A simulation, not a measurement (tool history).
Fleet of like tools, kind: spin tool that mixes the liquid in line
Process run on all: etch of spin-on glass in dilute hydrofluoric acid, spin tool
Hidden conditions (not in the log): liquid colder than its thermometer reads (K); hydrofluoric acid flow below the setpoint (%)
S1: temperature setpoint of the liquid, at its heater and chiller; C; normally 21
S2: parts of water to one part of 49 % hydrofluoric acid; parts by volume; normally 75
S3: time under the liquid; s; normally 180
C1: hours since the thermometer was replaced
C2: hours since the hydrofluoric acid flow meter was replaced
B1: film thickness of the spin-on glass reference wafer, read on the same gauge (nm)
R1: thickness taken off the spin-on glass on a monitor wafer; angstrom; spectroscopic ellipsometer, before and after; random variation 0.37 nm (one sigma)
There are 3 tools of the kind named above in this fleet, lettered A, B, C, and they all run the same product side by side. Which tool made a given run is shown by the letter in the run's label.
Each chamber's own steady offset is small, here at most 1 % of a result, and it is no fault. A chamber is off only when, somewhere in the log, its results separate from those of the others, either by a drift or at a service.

run,hour,S1,S2,S3,C1,C2,B1,R1
1B,12.3,21,75,180,2547.1,756.9,30.004,459.87
2C,25.1,21,75,180,1964.9,583.6,30.013,461.63
3A,35.7,21,75,180,1243.8,1540.0,30.027,452.51
4A,50.3,21,75,180,1258.4,1554.6,29.981,457.82
5B,61.3,21,75,180,2596.1,805.9,30.026,454.98
6C,76.6,21,75,180,2016.4,635.1,30.004,458.29
7B,84.9,21,75,180,2619.7,829.5,30.009,455.67
8A,98.7,21,75,180,1306.8,1603.0,30.028,456.28
9C,113.0,21,75,180,2052.8,671.5,30.010,457.59
10C,123.8,21,75,180,2063.6,682.3,30.021,454.02
11B,139.5,24,75,180,2674.3,884.1,29.978,509.97
12A,147.1,24,75,180,1355.2,1651.4,30.006,505.54
13B,163.0,24,75,180,2697.8,907.6,29.985,511.41
# hour 163.2: chamber B: hydrofluoric acid flow meter replaced
14A,174.9,21,75,180,1383.0,1679.2,30.020,442.00
15C,189.3,21,100,120,2129.1,747.8,30.042,225.16
16A,198.2,21,100,120,1406.3,1702.5,29.985,214.95
17B,209.6,21,100,120,2744.4,46.5,29.972,219.27
18C,218.2,21,75,180,2158.0,776.7,29.973,456.83
19C,227.1,21,75,180,2166.9,785.6,29.995,467.50
20A,235.8,17,75,180,1443.9,1740.1,30.007,374.25
21B,248.6,17,75,180,2783.4,85.5,29.993,378.89
22A,259.9,17,75,180,1468.0,1764.2,29.997,371.04
23B,270.7,21,60,225,2805.5,107.6,29.990,730.62
24C,277.8,21,60,225,2217.6,836.3,29.991,732.21
25C,288.2,21,60,225,2228.0,846.7,30.011,726.76
26B,296.5,21,75,180,2831.3,133.4,29.991,454.06
27A,311.4,21,75,180,1519.5,1815.7,29.989,433.29
28A,319.1,21,75,180,1527.2,1823.4,30.021,433.00
29B,327.7,21,75,180,2862.5,164.6,29.987,450.01

Is one chamber out of step, is the gauge drifting, or do the chambers differ by no more than their own small offsets? For an off chamber, give its letter and the likeliest cause.

One chamber, A, drifts off from the rest bit by bit.
Most likely cause: liquid colder than its thermometer reads (K) = 1.29.
With only this log, it may be confused with: hydrofluoric acid flow below the setpoint (%).

Chamber A could run next with any of the 4 candidate recipes listed below; each alters the usual settings, and their results appear as question marks. Which one brings its results back in line with what the other chambers deliver on the usual settings?
Allowed miss from the other chambers' usual-settings mean, per result, to count as in line: R1 13.00 angstrom
30A-1,339.2,21.0,70,190,,,,?
30A-2,339.2,22.5,75,180,,,,?
30A-3,339.2,19.5,75,180,,,,?
30A-4,339.2,21.0,75,160,,,,?

Average result of the remaining chambers running the usual settings: R1 455.97 angstrom
run,R1
30A-1,488.00
30A-2,456.86
30A-3,403.46
30A-4,381.70
30A-2 puts the chamber back in line with the other chambers.

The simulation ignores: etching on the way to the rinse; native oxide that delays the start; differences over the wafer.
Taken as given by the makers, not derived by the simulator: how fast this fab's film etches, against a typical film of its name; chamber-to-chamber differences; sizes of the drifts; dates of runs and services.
